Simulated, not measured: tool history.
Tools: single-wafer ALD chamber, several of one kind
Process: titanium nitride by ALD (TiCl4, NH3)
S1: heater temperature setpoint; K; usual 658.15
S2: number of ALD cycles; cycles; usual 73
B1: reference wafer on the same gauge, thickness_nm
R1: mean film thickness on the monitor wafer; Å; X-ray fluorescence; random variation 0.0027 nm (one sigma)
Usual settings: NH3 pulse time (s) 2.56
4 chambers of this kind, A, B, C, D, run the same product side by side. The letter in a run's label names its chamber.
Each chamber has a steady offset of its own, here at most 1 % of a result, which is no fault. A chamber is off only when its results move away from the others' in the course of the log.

run 1D hour=14.5 | S1=658.15 S2=73 NH3_pulse_time_(s)=2.56 | B1=1.7406 | R1=15.924
run 2A hour=27.9 | S1=658.15 S2=73 NH3_pulse_time_(s)=2.56 | B1=1.7416 | R1=16.075
run 3C hour=42.7 | S1=658.15 S2=73 NH3_pulse_time_(s)=2.56 | B1=1.741 | R1=16.046
run 4B hour=57.1 | S1=658.15 S2=73 NH3_pulse_time_(s)=2.56 | B1=1.7416 | R1=16.165
run 5D hour=66.8 | S1=658.15 S2=73 NH3_pulse_time_(s)=2.56 | B1=1.7419 | R1=15.982
run 6C hour=74.4 | S1=658.15 S2=73 NH3_pulse_time_(s)=2.56 | B1=1.7416 | R1=16.081
run 7A hour=84.2 | S1=658.15 S2=73 NH3_pulse_time_(s)=2.56 | B1=1.7418 | R1=16.077
run 8B hour=98.9 | S1=658.15 S2=73 NH3_pulse_time_(s)=2.56 | B1=1.7429 | R1=16.17
run 9A hour=107.7 | S1=658.15 S2=73 NH3_pulse_time_(s)=2.56 | B1=1.7434 | R1=16.088
run 10D hour=121.7 | S1=658.15 S2=73 NH3_pulse_time_(s)=2.56 | B1=1.7431 | R1=16.042
run 11C hour=133 | S1=658.15 S2=73 NH3_pulse_time_(s)=2.56 | B1=1.7432 | R1=16.07
run 12B hour=142.5 | S1=658.15 S2=73 NH3_pulse_time_(s)=3.09 | B1=1.7441 | R1=16.312
run 13B hour=156.4 | S1=658.15 S2=73 NH3_pulse_time_(s)=3.09 | B1=1.7444 | R1=16.336
run 14A hour=167.6 | S1=658.15 S2=73 NH3_pulse_time_(s)=3.09 | B1=1.7449 | R1=16.289
run 15C hour=178.6 | S1=658.15 S2=73 NH3_pulse_time_(s)=3.09 | B1=1.7457 | R1=16.205
run 16D hour=193.9 | S1=658.15 S2=73 NH3_pulse_time_(s)=2.56 | B1=1.7457 | R1=15.998
run 17A hour=208.1 | S1=658.15 S2=73 NH3_pulse_time_(s)=2.56 | B1=1.7459 | R1=16.137
run 18B hour=218.9 | S1=646.15 S2=73 NH3_pulse_time_(s)=2.56 | B1=1.7455 | R1=16.121
run 19C hour=232.4 | S1=646.15 S2=73 NH3_pulse_time_(s)=2.56 | B1=1.7467 | R1=15.879
run 20D hour=248.4 | S1=646.15 S2=73 NH3_pulse_time_(s)=2.56 | B1=1.7468 | R1=15.86
run 21D hour=259.7 | S1=646.15 S2=73 NH3_pulse_time_(s)=2.56 | B1=1.7479 | R1=15.896
run 22B hour=273 | S1=658.15 S2=73 NH3_pulse_time_(s)=2.56 | B1=1.7485 | R1=16.228
-- hour=274.9 chamber D: thermocouple changed; heater temperature recalibrated
run 23C hour=288.6 | S1=663.15 S2=73 NH3_pulse_time_(s)=2.56 | B1=1.7491 | R1=16.115
run 24A hour=297.1 | S1=663.15 S2=73 NH3_pulse_time_(s)=2.56 | B1=1.7485 | R1=16.192
run 25D hour=309.9 | S1=663.15 S2=73 NH3_pulse_time_(s)=2.56 | B1=1.7477 | R1=16.159
run 26C hour=322.5 | S1=663.15 S2=73 NH3_pulse_time_(s)=2.56 | B1=1.7491 | R1=16.222
run 27B hour=333.4 | S1=658.15 S2=73 NH3_pulse_time_(s)=2.56 | B1=1.7494 | R1=16.243
run 28A hour=340.3 | S1=658.15 S2=73 NH3_pulse_time_(s)=2.56 | B1=1.7496 | R1=16.175
run 29A hour=355 | S1=658.15 S2=73 NH3_pulse_time_(s)=2.56 | B1=1.7494 | R1=16.162
run 30B hour=368.3 | S1=658.15 S2=67 NH3_pulse_time_(s)=3.03 | B1=1.7504 | R1=15.011
run 31D hour=378.4 | S1=658.15 S2=67 NH3_pulse_time_(s)=3.03 | B1=1.7505 | R1=14.891
run 32C hour=388.7 | S1=658.15 S2=67 NH3_pulse_time_(s)=3.03 | B1=1.7512 | R1=14.914
run 33C hour=402.2 | S1=658.15 S2=67 NH3_pulse_time_(s)=3.03 | B1=1.7516 | R1=14.948
run 34A hour=410.1 | S1=663.15 S2=73 NH3_pulse_time_(s)=2.56 | B1=1.7522 | R1=16.186
run 35D hour=419.9 | S1=663.15 S2=73 NH3_pulse_time_(s)=2.56 | B1=1.7514 | R1=16.186

What goes on in this fleet: one chamber off, a drifting gauge, or nothing beyond the chambers' own small offsets? Name the chamber and the cause, if any.

The gauge drifts, so all chambers seem to drift together. No chamber is off.
Cause: gauge reads high (%) = 0.699.

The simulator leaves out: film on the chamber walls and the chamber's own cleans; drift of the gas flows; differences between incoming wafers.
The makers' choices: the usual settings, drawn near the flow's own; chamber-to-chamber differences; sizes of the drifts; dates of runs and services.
